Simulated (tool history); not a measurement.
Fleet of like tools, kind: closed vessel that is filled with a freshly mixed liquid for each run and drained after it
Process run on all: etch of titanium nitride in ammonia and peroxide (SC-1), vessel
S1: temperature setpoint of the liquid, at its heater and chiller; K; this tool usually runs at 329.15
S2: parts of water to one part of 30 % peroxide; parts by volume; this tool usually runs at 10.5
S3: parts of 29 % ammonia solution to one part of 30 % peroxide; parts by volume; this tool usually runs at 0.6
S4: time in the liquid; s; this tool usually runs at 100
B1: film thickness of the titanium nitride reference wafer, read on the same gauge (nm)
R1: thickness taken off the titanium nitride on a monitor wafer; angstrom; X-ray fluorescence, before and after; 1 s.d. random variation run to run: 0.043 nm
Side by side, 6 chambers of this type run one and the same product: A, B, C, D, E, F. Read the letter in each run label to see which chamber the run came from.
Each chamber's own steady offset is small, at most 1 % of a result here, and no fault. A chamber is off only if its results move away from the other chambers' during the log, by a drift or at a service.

run     day      S1    S2   S3   S4      B1      R1
 1F   0.379  329.15  10.5  0.6  100  99.978   55.04
 2B   0.825  329.15  10.5  0.6  100     100  56.387
 3C   1.358  329.15  10.5  0.6  100  100.02  55.543
 4A   1.908  329.15  10.5  0.6  100  99.988  56.362
 5D   2.275  329.15  10.5  0.6  100     100  55.374
 6E   2.612  329.15  10.5  0.6  100  100.04  55.628
      2.862  -- chamber F: ammonia flow meter replaced
 7E   2.979  329.15  10.5  0.6  100  100.02  55.769
 8B   3.471  329.15  10.5  0.6  100  99.994  55.726
      3.508  -- chamber D: new drum of ammonia solution connected
 9C   3.833  329.15  10.5  0.6   50  99.991  27.964
10D   4.342  329.15  10.5  0.6   50  100.05  28.169
11A   4.812  329.15  10.5  0.6   50  100.05  28.183
12F     5.2  329.15  10.5  0.6   50  100.01  27.314
      5.404  -- chamber B: new drum of ammonia solution connected
13E   5.488  329.15  10.5  0.6   50  100.01   27.52
14F   5.958  329.15  10.5  0.6   50  100.01  27.081
15A   6.338  329.15  10.5  0.6  100  100.02  56.258
16B   6.875  329.15  10.5  0.6  100  100.03  56.137
17D   7.279  329.15  10.5  0.6  100  100.03  55.652
18C   7.567  329.15  10.5  0.6  100  99.969  55.745
      7.662  -- chamber C: new drum of ammonia solution connected
      8.112  -- chamber E: new drum of ammonia solution connected
19C   8.112  329.15  10.5  0.6  100  100.02  55.367
20F   8.471  329.15  10.5  0.6  100  99.982  56.293
21B   8.992  329.15   6.5  0.9  100  99.981  74.873
22A   9.533  329.15   6.5  0.9  100   99.95  74.643
      9.738  -- chamber F: new drum of ammonia solution connected
23E   9.892  329.15   6.5  0.9  100  99.995  74.857
24D  10.208  329.15   6.5  0.9  100  99.995  75.292
25B  10.654  329.15   6.5  0.9  100  100.01  76.224
26F  11.079  329.15   6.5  0.9  100  99.981    76.6
27D  11.383  329.15  10.5  0.6  100  99.975  55.606
28A  11.938  329.15     9  0.6  100  99.995  61.058
29E  12.433  329.15     9  0.6  100  100.01  60.453
30C   12.75  329.15     9  0.6  100  99.982  61.022
31C   13.05  329.15     9  0.6  100  100.01  60.947
32B  13.346  329.15     9  0.6  100  99.999  60.008
33F  13.854  329.15     9  0.6  100  99.993  62.613
34A  14.292  329.15  10.5  0.6  100  99.997  56.872
35D  14.675  329.15  10.5  0.6  100  99.982  55.327
36E  15.092  329.15   8.5  0.6  100  99.989  60.888
37F  15.392  329.15   8.5  0.6  100  100.02  65.283
38D  15.671  329.15   8.5  0.6  100  100.01  61.453
     15.871  -- chamber C: thermometer replaced
39B  16.171  329.15   8.5  0.6  100  99.971  62.875
     16.438  -- chamber A: ammonia flow meter replaced
40E  16.446  329.15   8.5  0.6  100  99.982  62.089
41A  16.929  329.15   8.5  0.6  100  100.01  62.117
42C  17.296  329.15  10.5  0.6  100  99.997  55.896
43F  17.558  329.15  10.5  0.6  100  100.01  59.163

Predict what each chamber gives when all 6 of them run the settings below next.
44A  17.958  329.15  10.5  0.6  100       ?
44B  17.958  329.15  10.5  0.6  100       ?
44C  17.958  329.15  10.5  0.6  100       ?
44D  17.958  329.15  10.5  0.6  100       ?
44E  17.958  329.15  10.5  0.6  100       ?
44F  17.958  329.15  10.5  0.6  100       ?

run      R1
44A  55.853
44B  55.557
44C  54.987
44D  55.098
44E  55.549
44F  59.324
